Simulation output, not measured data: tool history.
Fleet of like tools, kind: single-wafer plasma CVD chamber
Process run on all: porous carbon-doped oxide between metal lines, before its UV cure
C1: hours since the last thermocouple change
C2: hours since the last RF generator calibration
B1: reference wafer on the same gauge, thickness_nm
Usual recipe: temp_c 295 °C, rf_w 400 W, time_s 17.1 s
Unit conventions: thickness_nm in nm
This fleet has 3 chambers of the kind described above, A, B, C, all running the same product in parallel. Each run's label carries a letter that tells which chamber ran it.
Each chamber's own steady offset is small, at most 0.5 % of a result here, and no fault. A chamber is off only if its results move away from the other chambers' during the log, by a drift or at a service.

run 1B hour=14.2 | temp_c=295 rf_w=400 time_s=17.1 | C1=920.8 C2=1698.3 | B1=83.189 | thickness_nm=82.189
run 2C hour=25.5 | temp_c=295 rf_w=400 time_s=17.1 | C1=263.6 C2=679.2 | B1=83.158 | thickness_nm=82.186
run 3A hour=38.2 | temp_c=295 rf_w=400 time_s=17.1 | C1=575.3 C2=64 | B1=83.158 | thickness_nm=82.425
run 4A hour=45 | temp_c=295 rf_w=400 time_s=17.1 | C1=582.1 C2=70.8 | B1=83.164 | thickness_nm=82.449
run 5C hour=58.2 | temp_c=295 rf_w=400 time_s=17.1 | C1=296.3 C2=711.9 | B1=83.12 | thickness_nm=82.26
-- hour=60.2 chamber B: RF generator calibrated
run 6B hour=72.6 | temp_c=295 rf_w=400 time_s=17.1 | C1=979.2 C2=12.5 | B1=83.115 | thickness_nm=82.198
run 7A hour=81.6 | temp_c=295 rf_w=400 time_s=17.1 | C1=618.7 C2=107.4 | B1=83.122 | thickness_nm=82.309
run 8B hour=92 | temp_c=295 rf_w=400 time_s=17.1 | C1=998.6 C2=31.9 | B1=83.102 | thickness_nm=82.114
run 9C hour=101.1 | temp_c=295 rf_w=400 time_s=17.1 | C1=339.2 C2=754.8 | B1=83.091 | thickness_nm=82.023
run 10A hour=115.7 | temp_c=295 rf_w=400 time_s=17.1 | C1=652.8 C2=141.5 | B1=83.06 | thickness_nm=82.353
-- hour=125.2 chamber B: thermocouple changed; heater temperature recalibrated
run 11C hour=129.9 | temp_c=295 rf_w=400 time_s=17.1 | C1=368 C2=783.6 | B1=83.062 | thickness_nm=82.154
run 12B hour=136.5 | temp_c=295 rf_w=400 time_s=17.1 | C1=11.3 C2=76.4 | B1=83.076 | thickness_nm=82.143
-- hour=142.8 chamber C: RF generator calibrated
run 13B hour=143.4 | temp_c=295 rf_w=400 time_s=17.1 | C1=18.2 C2=83.3 | B1=83.073 | thickness_nm=82.144
run 14A hour=153.4 | temp_c=295 rf_w=400 time_s=17.1 | C1=690.5 C2=179.2 | B1=83.037 | thickness_nm=82.459
run 15C hour=167.1 | temp_c=295 rf_w=400 time_s=17.1 | C1=405.2 C2=24.4 | B1=83.003 | thickness_nm=82.211
run 16B hour=174 | temp_c=295 rf_w=400 time_s=17.1 | C1=48.8 C2=113.9 | B1=83.013 | thickness_nm=82.147
run 17A hour=187.8 | temp_c=295 rf_w=455 time_s=17.1 | C1=724.9 C2=213.6 | B1=83.017 | thickness_nm=90.916
run 18C hour=197 | temp_c=295 rf_w=455 time_s=17.1 | C1=435.1 C2=54.3 | B1=82.981 | thickness_nm=90.567
run 19B hour=206.4 | temp_c=295 rf_w=455 time_s=17.1 | C1=81.2 C2=146.3 | B1=82.976 | thickness_nm=90.747
run 20A hour=216.1 | temp_c=295 rf_w=400 time_s=17.1 | C1=753.2 C2=241.9 | B1=82.961 | thickness_nm=82.389
run 21C hour=226.9 | temp_c=295 rf_w=400 time_s=17.1 | C1=465 C2=84.2 | B1=82.97 | thickness_nm=82.296
run 22A hour=235.3 | temp_c=295 rf_w=400 time_s=17.1 | C1=772.4 C2=261.1 | B1=82.966 | thickness_nm=82.188
run 23C hour=245.1 | temp_c=295 rf_w=400 time_s=17.1 | C1=483.2 C2=102.4 | B1=82.936 | thickness_nm=82.254
run 24B hour=255.3 | temp_c=295 rf_w=400 time_s=17.1 | C1=130.1 C2=195.2 | B1=82.927 | thickness_nm=81.974
run 25C hour=262.2 | temp_c=287 rf_w=400 time_s=15.6 | C1=500.3 C2=119.5 | B1=82.903 | thickness_nm=79.015
run 26B hour=272.9 | temp_c=287 rf_w=400 time_s=15.6 | C1=147.7 C2=212.8 | B1=82.911 | thickness_nm=78.675
run 27A hour=285 | temp_c=287 rf_w=400 time_s=15.6 | C1=822.1 C2=310.8 | B1=82.895 | thickness_nm=78.936
run 28A hour=295.7 | temp_c=295 rf_w=400 time_s=17.1 | C1=832.8 C2=321.5 | B1=82.896 | thickness_nm=82.114
run 29B hour=308.8 | temp_c=285 rf_w=365 time_s=17.1 | C1=183.6 C2=248.7 | B1=82.895 | thickness_nm=81.114
run 30C hour=321.6 | temp_c=285 rf_w=365 time_s=17.1 | C1=559.7 C2=178.9 | B1=82.861 | thickness_nm=81.371
run 31C hour=334.9 | temp_c=285 rf_w=365 time_s=17.1 | C1=573 C2=192.2 | B1=82.861 | thickness_nm=81.24
run 32A hour=345.9 | temp_c=295 rf_w=400 time_s=17.1 | C1=883 C2=371.7 | B1=82.849 | thickness_nm=81.974
run 33B hour=356.5 | temp_c=295 rf_w=400 time_s=17.1 | C1=231.3 C2=296.4 | B1=82.822 | thickness_nm=81.733
run 34C hour=364.1 | temp_c=295 rf_w=400 time_s=17.1 | C1=602.2 C2=221.4 | B1=82.814 | thickness_nm=82.024
run 35B hour=370.5 | temp_c=295 rf_w=400 time_s=17.1 | C1=245.3 C2=310.4 | B1=82.827 | thickness_nm=82.006

Predict what each chamber gives when all 3 of them run the settings below next.
run 36A hour=381 | temp_c=295 rf_w=400 time_s=17.1 | thickness_nm=?
run 36B hour=381 | temp_c=295 rf_w=400 time_s=17.1 | thickness_nm=?
run 36C hour=381 | temp_c=295 rf_w=400 time_s=17.1 | thickness_nm=?

run=36A thickness_nm=82.059
run=36B thickness_nm=81.736
run=36C thickness_nm=82.281

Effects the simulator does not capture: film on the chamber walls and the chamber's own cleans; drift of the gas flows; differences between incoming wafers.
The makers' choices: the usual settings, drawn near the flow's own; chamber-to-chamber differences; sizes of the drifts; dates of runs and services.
